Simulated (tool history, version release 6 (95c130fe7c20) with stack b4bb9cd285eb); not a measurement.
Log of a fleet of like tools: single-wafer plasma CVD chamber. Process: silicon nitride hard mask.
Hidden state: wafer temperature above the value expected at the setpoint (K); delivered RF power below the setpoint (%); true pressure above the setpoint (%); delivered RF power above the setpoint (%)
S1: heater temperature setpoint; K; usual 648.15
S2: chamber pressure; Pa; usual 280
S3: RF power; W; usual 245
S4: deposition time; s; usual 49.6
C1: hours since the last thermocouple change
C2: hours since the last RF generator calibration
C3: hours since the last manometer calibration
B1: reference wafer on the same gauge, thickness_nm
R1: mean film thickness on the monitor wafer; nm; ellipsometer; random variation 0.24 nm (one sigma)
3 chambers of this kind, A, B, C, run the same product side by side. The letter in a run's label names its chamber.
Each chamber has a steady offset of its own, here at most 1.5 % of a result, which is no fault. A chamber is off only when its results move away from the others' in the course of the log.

run	hour	S1	S2	S3	S4	C1	C2	C3	B1	R1
1C	9.9	648.15	280	245	49.6	456.6	370.8	491.1	58.623	53.996
2B	19.1	648.15	280	245	49.6	745	1000	851.5	58.575	54.777
3A	31.4	648.15	280	245	49.6	1519.2	896	139.1	58.597	53.695
4A	45.5	648.15	280	245	49.6	1533.3	910.1	153.2	58.541	53.72
5B	58.7	640.15	280	245	49.6	784.6	1039.6	891.1	58.567	54.14
6C	69.8	640.15	280	245	49.6	516.5	430.7	551	58.558	54.755
7A	81.6	640.15	280	245	49.6	1569.4	946.2	189.3	58.594	54.143
8C	95.5	648.15	280	245	49.6	542.2	456.4	576.7	58.644	53.925
# hour 104.5: chamber B: RF generator calibrated
9B	110.4	648.15	280	245	49.6	836.3	5.9	942.8	58.66	55.089
10A	123.3	648.15	280	245	49.6	1611.1	987.9	231	58.583	53.455
11C	133.2	648.15	280	245	49.6	579.9	494.1	614.4	58.624	53.802
12B	145.2	634.15	280	245	45.8	871.1	40.7	977.6	58.556	50.807
13A	157.8	634.15	280	245	45.8	1645.6	1022.4	265.5	58.571	49.559
# hour 159.3: chamber A: thermocouple changed; heater temperature recalibrated
14C	166.9	634.15	280	245	45.8	613.6	527.8	648.1	58.645	50.148
15B	179	648.15	280	245	49.6	904.9	74.5	1011.4	58.564	54.489
16C	188.3	637.15	280	245	44.8	635	549.2	669.5	58.613	48.758
17A	198.9	637.15	280	245	44.8	39.6	1063.5	306.6	58.589	48.68
18B	208.9	637.15	280	245	44.8	934.8	104.4	1041.3	58.655	49.873
19C	222.8	648.15	232	245	45.1	669.5	583.7	704	58.673	46.153
20B	234.3	648.15	232	245	45.1	960.2	129.8	1066.7	58.704	47.219
21A	244	648.15	232	245	45.1	84.7	1108.6	351.7	58.601	46.116
22C	256.2	648.15	280	245	49.6	702.9	617.1	737.4	58.634	53.487
23B	264.5	648.15	280	245	49.6	990.4	160	1096.9	58.681	54.888
24A	271.1	648.15	280	245	49.6	111.8	1135.7	378.8	58.653	53.263
25C	278.4	648.15	280	245	49.6	725.1	639.3	759.6	58.562	52.738
26B	291.9	648.15	280	245	49.6	1017.8	187.4	1124.3	58.606	54.733
27A	301	648.15	280	245	49.6	141.7	1165.6	408.7	58.55	52.969
28A	313.1	648.15	280	245	49.6	153.8	1177.7	420.8	58.615	53.465
29C	326.9	648.15	280	245	49.6	773.6	687.8	808.1	58.601	52.955
30B	333.8	648.15	280	245	49.6	1059.7	229.3	1166.2	58.557	54.897
31B	344.3	648.15	280	245	49.6	1070.2	239.8	1176.7	58.614	54.812
32C	357.4	648.15	280	245	49.6	804.1	718.3	838.6	58.601	52.848
33A	365.9	648.15	280	245	49.6	206.6	1230.5	473.6	58.592	53.438
34B	374.4	648.15	280	245	49.6	1100.3	269.9	1206.8	58.606	55.001
35C	387.1	648.15	280	245	49.6	833.8	748	868.3	58.624	52.555
36A	402.2	648.15	280	245	49.6	242.9	1266.8	509.9	58.559	53.373
# hour 404.1: chamber B: thermocouple changed; heater temperature recalibrated
37C	413.2	648.15	280	245	49.6	859.9	774.1	894.4	58.652	52.445
38B	426.6	648.15	280	275	49.6	22.5	322.1	1259	58.608	59.107
39A	435	648.15	280	275	49.6	275.7	1299.6	542.7	58.66	57.543
40B	442.2	648.15	280	275	49.6	38.1	337.7	1274.6	58.557	59.21
41A	457.2	648.15	280	245	49.6	297.9	1321.8	564.9	58.544	53.443
42C	466.2	648.15	280	245	49.6	912.9	827.1	947.4	58.627	52.379
43C	474	648.15	280	245	49.6	920.7	834.9	955.2	58.569	52.142
44B	483.3	648.15	280	245	49.6	79.2	378.8	1315.7	58.607	54.671

What goes on in this fleet: one chamber off, a drifting gauge, or nothing beyond the chambers' own small offsets? Name the chamber and the cause, if any.

Chamber C drifts away from the others.
Cause: delivered RF power below the setpoint (%) = 5.59.

Here are 4 candidates for chamber C's next run, each the usual settings with a change, their results left as question marks. Which one brings its results back in line with what the others give on the usual settings?
In line means no further than this from the other chambers' mean on the usual settings: R1 0.85 nm
45C-1	494.1	648.15	276	240	47.6					?
45C-2	494.1	648.15	285	250	51.8					?
45C-3	494.1	648.15	273	235	49.6					?
45C-4	494.1	648.15	283	250	50.7					?

The other chambers' mean on the usual settings: R1 53.998 nm
run	R1
45C-1	49.174
45C-2	55.529
45C-3	50.338
45C-4	54.221
45C-4 brings the chamber back in line.
